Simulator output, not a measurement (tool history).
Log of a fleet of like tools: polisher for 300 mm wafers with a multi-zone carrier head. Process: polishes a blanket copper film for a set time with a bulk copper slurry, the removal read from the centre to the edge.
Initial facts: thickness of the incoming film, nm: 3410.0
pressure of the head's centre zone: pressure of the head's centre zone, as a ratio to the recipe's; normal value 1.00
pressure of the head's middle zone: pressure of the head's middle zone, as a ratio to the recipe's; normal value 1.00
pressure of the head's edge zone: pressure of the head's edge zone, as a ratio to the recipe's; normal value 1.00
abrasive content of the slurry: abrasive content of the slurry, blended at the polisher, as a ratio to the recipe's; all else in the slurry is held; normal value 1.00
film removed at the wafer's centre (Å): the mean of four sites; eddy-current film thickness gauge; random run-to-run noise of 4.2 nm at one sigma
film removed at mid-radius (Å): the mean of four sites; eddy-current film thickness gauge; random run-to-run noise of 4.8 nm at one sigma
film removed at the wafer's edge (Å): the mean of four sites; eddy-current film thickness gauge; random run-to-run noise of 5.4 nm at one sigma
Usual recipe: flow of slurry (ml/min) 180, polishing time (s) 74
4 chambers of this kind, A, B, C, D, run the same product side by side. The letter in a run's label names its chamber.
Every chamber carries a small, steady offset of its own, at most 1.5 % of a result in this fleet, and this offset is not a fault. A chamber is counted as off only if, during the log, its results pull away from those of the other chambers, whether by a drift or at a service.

run     day  flow of slurry (ml/min)  pressure of the head's centre zone  pressure of the head's middle zone  pressure of the head's edge zone  abrasive content of the slurry  polishing time (s)  film removed at the wafer's centre (Å)  film removed at mid-radius (Å)  film removed at the wafer's edge (Å)
 1A   0.438                      180                                1.00                                1.00                              1.00                            1.00                  74                                  5844.2                          5807.1                                5897.7
 2C   0.854                      180                                1.00                                1.00                              1.00                            1.00                  74                                  5934.7                          5869.9                                5857.7
      0.888  -- chamber C: worn pad replaced by a new one
      0.950  -- chamber B: edge zone pressure recalibrated
 3B   1.217                      180                                1.00                                1.00                              1.00                            1.00                  74                                  5937.5                          5957.3                                5807.6
 4D   1.804                      180                                1.00                                1.00                              1.00                            1.00                  74                                  5789.2                          5910.0                                5750.2
      2.358  -- chamber D: worn pad replaced by a new one
 5D   2.417                      180                                1.00                                1.00                              1.00                            1.00                  74                                  5853.2                          5956.8                                5871.3
      2.475  -- chamber A: worn pad replaced by a new one
      2.821  -- chamber B: worn pad replaced by a new one
 6C   3.079                      180                                1.00                                1.00                              1.00                            1.00                  74                                  5865.8                          5919.7                                5890.7
 7B   3.479                      180                                1.00                                1.00                              1.00                            1.00                  74                                  5884.7                          5951.5                                5848.5
 8A   3.979                      180                                1.00                                1.00                              1.00                            1.00                  74                                  5786.3                          5798.0                                5774.0
 9A   4.546                      180                                1.00                                1.05                              1.00                            1.00                  74                                  5828.1                          6099.8                                5923.5
      4.858  -- chamber C: worn pad replaced by a new one
10D   5.038                      180                                1.00                                1.05                              1.00                            1.00                  74                                  5769.8                          6202.0                                5877.7
11C   5.400                      180                                1.00                                1.05                              1.00                            1.00                  74                                  5848.1                          6114.7                                5963.5
12B   5.867                      180                                1.00                                1.05                              1.00                            1.00                  74                                  5947.8                          6198.9                                5801.6
13C   6.304                      180                                1.00                                1.00                              1.00                            1.00                  74                                  5932.8                          5908.8                                5933.3
14B   6.633                      180                                1.00                                1.00                              1.00                            1.00                  74                                  6010.1                          5887.0                                5823.8
      6.721  -- chamber B: worn pad replaced by a new one
15A   7.250                      180                                1.00                                1.00                              1.00                            1.00                  74                                  5801.6                          5719.0                                5914.4
16D   7.600                      180                                1.00                                1.00                              1.00                            1.00                  74                                  5831.9                          5865.0                                5908.1
      7.867  -- chamber C: slurry nozzle cleaned
17B   7.921                      180                                1.00                                1.00                              1.00                            1.00                  74                                  5989.2                          5903.6                                5858.9
      8.204  -- chamber C: worn pad replaced by a new one
18C   8.388                      180                                1.00                                1.00                              1.00                            1.00                  74                                  5956.1                          5964.3                                5954.8
      8.692  -- chamber D: worn pad replaced by a new one
      8.746  -- chamber C: centre zone pressure recalibrated
19D   8.879                      180                                1.00                                1.00                              1.00                            1.00                  74                                  5803.7                          5948.6                                5787.7
20A   9.417                      180                                1.00                                1.00                              1.00                            1.00                  74                                  5777.2                          5829.7                                5887.5
21C   9.804                      180                                1.00                                1.00                              1.00                            1.00                  74                                  5951.0                          5888.4                                5979.1
22B  10.196                      180                                1.00                                1.00                              1.00                            1.00                  74                                  6120.5                          5905.5                                5800.1
     10.746  -- chamber B: worn pad replaced by a new one
     10.788  -- chamber A: worn pad replaced by a new one
23D  10.862                      180                                0.91                                1.00                              1.00                            0.75                  74                                  4974.3                          5590.3                                5530.6
     11.138  -- chamber A: edge zone pressure recalibrated
24A  11.492                      180                                0.91                                1.00                              1.00                            0.75                  74                                  4937.3                          5521.5                                5566.0
25C  11.912                      180                                0.91                                1.00                              1.00                            0.75                  74                                  5038.4                          5471.9                                5642.0
     12.167  -- chamber C: worn pad replaced by a new one
26B  12.383                      180                                0.91                                1.00                              1.00                            0.75                  74                                  5277.1                          5609.9                                5510.0
27A  12.842                      180                                1.00                                1.00                              1.00                            1.00                  74                                  5790.9                          5845.7                                5943.0
28D  13.196                      180                                0.93                                1.00                              1.00                            1.00                  74                                  5347.8                          5929.2                                5871.8
29A  13.671                      180                                0.93                                1.00                              1.00                            1.00                  74                                  5398.7                          5796.5                                5834.4
30B  14.183                      180                                0.93                                1.00                              1.00                            1.00                  74                                  5799.9                          5927.1                                5892.1
     14.271  -- chamber B: worn pad replaced by a new one
31D  14.525                      180                                0.93                                1.00                              1.00                            1.00                  74                                  5391.4                          5942.3                                5846.3
32C  14.938                      180                                1.00                                1.00                              1.00                            1.00                  74                                  5921.8                          5971.7                                5803.0
     15.071  -- chamber D: edge zone pressure recalibrated
     15.421  -- chamber C: worn pad replaced by a new one
33D  15.429                      180                                1.00                                1.00                              1.00                            1.00                  74                                  5774.2                          5842.7                                5859.8
     15.454  -- chamber B: edge zone pressure recalibrated
     15.671  -- chamber D: worn pad replaced by a new one
34C  15.912                      180                                1.00                                1.00                              1.00                            1.00                  74                                  5874.5                          5855.2                                5874.2
35A  16.492                      180                                1.00                                1.00                              1.00                            1.00                  74                                  5809.9                          5767.6                                5814.5
36B  16.958                      180                                1.00                                1.00                              1.00                            1.00                  74                                  6387.7                          5941.6                                5782.5
     17.421  -- chamber B: worn pad replaced by a new one
37B  17.425                      180                                1.00                                1.00                              1.00                            1.00                  74                                  6303.8                          5880.8                                5926.0
38C  18.071                      180                                1.00                                1.00                              1.00                            1.00                  74                                  5871.2                          5944.0                                5830.1
39D  18.367                      180                                1.00                                1.00                              1.00                            1.00                  74                                  5879.2                          5911.3                                5976.1

The same settings go to every chamber for the next run, one line per chamber below. Forecast the results for each:
40A  18.846                      180                                1.00                                1.00                              0.95                            1.00                  74                                       ?                               ?                                     ?
40B  18.846                      180                                1.00                                1.00                              0.95                            1.00                  74                                       ?                               ?                                     ?
40C  18.846                      180                                1.00                                1.00                              0.95                            1.00                  74                                       ?                               ?                                     ?
40D  18.846                      180                                1.00                                1.00                              0.95                            1.00                  74                                       ?                               ?                                     ?

run  film removed at the wafer's centre (Å)  film removed at mid-radius (Å)  film removed at the wafer's edge (Å)
40A                                  5787.3                          5769.5                                5699.6
40B                                  6501.7                          5843.8                                5646.2
40C                                  6021.6                          5899.4                                5655.4
40D                                  5774.0                          5978.7                                5754.2
